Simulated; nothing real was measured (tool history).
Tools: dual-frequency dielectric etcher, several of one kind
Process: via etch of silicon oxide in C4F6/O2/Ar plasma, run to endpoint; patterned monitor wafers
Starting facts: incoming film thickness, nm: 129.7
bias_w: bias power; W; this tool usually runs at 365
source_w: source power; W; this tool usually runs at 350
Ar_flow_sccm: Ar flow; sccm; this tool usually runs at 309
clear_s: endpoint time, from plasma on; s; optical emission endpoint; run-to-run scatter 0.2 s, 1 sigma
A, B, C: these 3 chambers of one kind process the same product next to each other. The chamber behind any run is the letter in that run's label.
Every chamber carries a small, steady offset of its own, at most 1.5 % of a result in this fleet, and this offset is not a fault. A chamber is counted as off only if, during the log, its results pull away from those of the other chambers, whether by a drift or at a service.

run   hour  bias_w  source_w  Ar_flow_sccm  hours since the last wet clean  hours since the last bias power generator calibration  hours since the last source power generator calibration  hours since the last Ar flow controller change  clear_s
 1C    7.3     365       350           309                           492.5                                                 2922.2                                                   2208.5                                          3251.6   34.118
 2B   20.8     365       350           309                           221.5                                                 1798.4                                                    619.6                                          2284.1   33.992
 3A   30.2     365       350           309                           116.0                                                  579.7                                                    517.0                                            72.5   34.410
 4C   38.9     365       350           309                           524.1                                                 2953.8                                                   2240.1                                          3283.2   33.984
      48.3  -- chamber C: wet clean of the chamber
 5A   54.5     365       350           309                           140.3                                                  604.0                                                    541.3                                            96.8   34.158
 6B   65.9     365       350           309                           266.6                                                 1843.5                                                    664.7                                          2329.2   34.044
 7A   79.7     365       350           309                           165.5                                                  629.2                                                    566.5                                           122.0   34.035
 8C   95.9     365       350           309                            47.6                                                 3010.8                                                   2297.1                                          3340.2   34.007
 9B  106.0     365       350           309                           306.7                                                 1883.6                                                    704.8                                          2369.3   34.079
10B  115.2     365       350           309                           315.9                                                 1892.8                                                    714.0                                          2378.5   33.958
11C  127.7     365       350           309                            79.4                                                 3042.6                                                   2328.9                                          3372.0   34.198
12A  137.5     365       350           309                           223.3                                                  687.0                                                    624.3                                           179.8   34.028
13A  150.6     365       350           309                           236.4                                                  700.1                                                    637.4                                           192.9   34.571
14C  158.7     365       350           309                           110.4                                                 3073.6                                                   2359.9                                          3403.0   34.477
15B  169.5     365       350           309                           370.2                                                 1947.1                                                    768.3                                          2432.8   33.581
16A  181.8     365       350           309                           267.6                                                  731.3                                                    668.6                                           224.1   34.409
17C  195.4     365       350           309                           147.1                                                 3110.3                                                   2396.6                                          3439.7   33.811
18B  205.5     365       350           309                           406.2                                                 1983.1                                                    804.3                                          2468.8   33.862
     214.4  -- chamber B: wet clean of the chamber
19A  216.8     365       350           309                           302.6                                                  766.3                                                    703.6                                           259.1   34.337
20C  229.7     365       350           309                           181.4                                                 3144.6                                                   2430.9                                          3474.0   34.037
21B  242.0     365       350           309                            27.6                                                 2019.6                                                    840.8                                          2505.3   32.982
22A  253.8     365       350           309                           339.6                                                  803.3                                                    740.6                                           296.1   34.314
23B  269.9     365       350           309                            55.5                                                 2047.5                                                    868.7                                          2533.2   32.603
24C  278.6     365       350           309                           230.3                                                 3193.5                                                   2479.8                                          3522.9   33.925
25A  289.6     365       350           309                           375.4                                                  839.1                                                    776.4                                           331.9   34.056
26B  303.7     365       420           309                            89.3                                                 2081.3                                                    902.5                                          2567.0   30.716
27C  317.1     365       420           309                           268.8                                                 3232.0                                                   2518.3                                          3561.4   31.612
28C  331.4     365       420           309                           283.1                                                 3246.3                                                   2532.6                                          3575.7   32.009
29B  339.7     365       350           309                           125.3                                                 2117.3                                                    938.5                                          2603.0   32.680
30A  347.7     365       310           355                           433.5                                                  897.2                                                    834.5                                           390.0   36.350
31C  361.1     365       310           355                           312.8                                                 3276.0                                                   2562.3                                          3605.4   36.021
32B  371.5     365       310           355                           157.1                                                 2149.1                                                    970.3                                          2634.8   34.576
33A  386.6     365       310           309                           472.4                                                  936.1                                                    873.4                                           428.9   35.865
34C  396.9     365       310           309                           348.6                                                 3311.8                                                   2598.1                                          3641.2   35.680
35A  412.8     365       310           309                           498.6                                                  962.3                                                    899.6                                           455.1   36.084
36B  423.6     365       350           309                           209.2                                                 2201.2                                                   1022.4                                          2686.9   32.550
37C  438.4     365       350           309                           390.1                                                 3353.3                                                   2639.6                                          3682.7   34.060
38B  447.0     365       350           309                           232.6                                                 2224.6                                                   1045.8                                          2710.3   32.751
39A  461.8     365       350           309                           547.6                                                 1011.3                                                    948.6                                           504.1   34.627
40C  470.2     365       350           309                           421.9                                                 3385.1                                                   2671.4                                          3714.5   34.039
     471.0  -- chamber A: wet clean of the chamber
41B  478.5     365       350           309                           264.1                                                 2256.1                                                   1077.3                                          2741.8   32.922
42A  492.6     365       350           309                            21.7                                                 1042.1                                                    979.4                                           534.9   33.917

For the next run the whole fleet of 3 chambers uses the same settings. Give each chamber's results:
43A  504.5     365       410           309                                                                                                                                                                                                        ?
43B  504.5     365       410           309                                                                                                                                                                                                        ?
43C  504.5     365       410           309                                                                                                                                                                                                        ?

run  clear_s
43A   32.315
43B   30.724
43C   31.775

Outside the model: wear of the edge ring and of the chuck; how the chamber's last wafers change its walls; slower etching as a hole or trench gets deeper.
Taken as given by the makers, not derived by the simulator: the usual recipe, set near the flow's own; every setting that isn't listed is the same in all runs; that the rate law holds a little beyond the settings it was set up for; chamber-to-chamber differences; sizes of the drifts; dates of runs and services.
